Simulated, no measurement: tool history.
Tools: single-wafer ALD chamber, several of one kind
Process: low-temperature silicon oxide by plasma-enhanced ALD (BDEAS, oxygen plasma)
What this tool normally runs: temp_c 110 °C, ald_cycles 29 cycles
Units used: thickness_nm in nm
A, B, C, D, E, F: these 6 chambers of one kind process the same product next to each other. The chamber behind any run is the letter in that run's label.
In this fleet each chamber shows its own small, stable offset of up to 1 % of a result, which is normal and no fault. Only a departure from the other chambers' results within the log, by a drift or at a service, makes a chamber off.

run	hour	temp_c	ald_cycles	hours since the last thermocouple change	read-back reference wafer on the same gauge, thickness_nm	thickness_nm
1A	8.8	110	29	61.5	3.7561	4.0625
2D	15.5	110	29	640.5	3.7567	4.0444
3E	26.4	110	29	2215.2	3.7578	4.0381
4C	35.4	110	29	1536.9	3.7658	4.1085
5F	44.8	117	34	92.6	3.7578	4.7383
6B	55.7	117	34	2467.0	3.7596	4.6864
7B	64.9	117	34	2476.2	3.7550	4.7053
8A	72.2	117	34	124.9	3.7580	4.6907
9D	80.3	117	34	705.3	3.7624	4.6758
10E	88.2	117	34	2277.0	3.7646	4.7248
11F	99.7	110	29	147.5	3.7650	4.1045
12C	110.7	110	29	1612.2	3.7616	4.1136
13C	120.4	110	29	1621.9	3.7626	4.0896
14A	129.0	110	29	181.7	3.7583	4.0561
15E	139.3	120	31	2328.1	3.7578	4.2382
16B	150.2	120	31	2561.5	3.7606	4.2749
# hour 154.8: chamber B: thermocouple changed; heater temperature recalibrated
17D	160.7	120	31	785.7	3.7607	4.2513
18F	170.7	120	31	218.5	3.7621	4.2939
# hour 173.9: chamber E: thermocouple changed; heater temperature recalibrated
19E	177.9	120	31	4.1	3.7590	4.2341
20D	185.2	120	31	810.2	3.7570	4.3024
21C	194.0	110	29	1695.5	3.7598	4.1193
22B	204.3	122	29	49.5	3.7591	3.9568
23F	209.7	122	29	257.5	3.7596	3.9917
24A	218.5	122	29	271.2	3.7632	3.9772
25D	227.7	122	29	852.7	3.7580	3.9950
26A	237.4	122	29	290.1	3.7643	3.9837
27B	246.7	122	29	91.9	3.7625	3.9801
28E	254.1	110	29	80.3	3.7560	4.0689
29C	260.4	110	29	1761.9	3.7568	4.0827
30F	270.8	110	29	318.6	3.7615	4.0730
31A	279.0	110	29	331.7	3.7542	4.0397
32C	289.6	110	29	1791.1	3.7649	4.0596
33D	300.3	110	29	925.3	3.7585	4.0642
34F	308.1	110	29	355.9	3.7562	4.0692
35B	313.7	110	33	158.9	3.7629	4.5758
36E	319.8	110	33	146.0	3.7657	4.6179
37D	328.9	110	33	953.9	3.7600	4.6280
38E	340.4	110	33	166.6	3.7606	4.5818
39F	350.2	110	33	398.0	3.7680	4.6453
40C	360.8	110	33	1862.3	3.7621	4.6175
41A	367.1	99	25	419.8	3.7601	3.5816
42B	376.1	99	25	221.3	3.7614	3.6105
43F	384.0	99	25	431.8	3.7604	3.5980

For the next run the whole fleet of 6 chambers uses the same settings. Give each chamber's results:
44A	392.6	122	29			?
44B	392.6	122	29			?
44C	392.6	122	29			?
44D	392.6	122	29			?
44E	392.6	122	29			?
44F	392.6	122	29			?

run	thickness_nm
44A	3.9836
44B	3.9402
44C	3.9694
44D	3.9401
44E	3.9634
44F	4.0311

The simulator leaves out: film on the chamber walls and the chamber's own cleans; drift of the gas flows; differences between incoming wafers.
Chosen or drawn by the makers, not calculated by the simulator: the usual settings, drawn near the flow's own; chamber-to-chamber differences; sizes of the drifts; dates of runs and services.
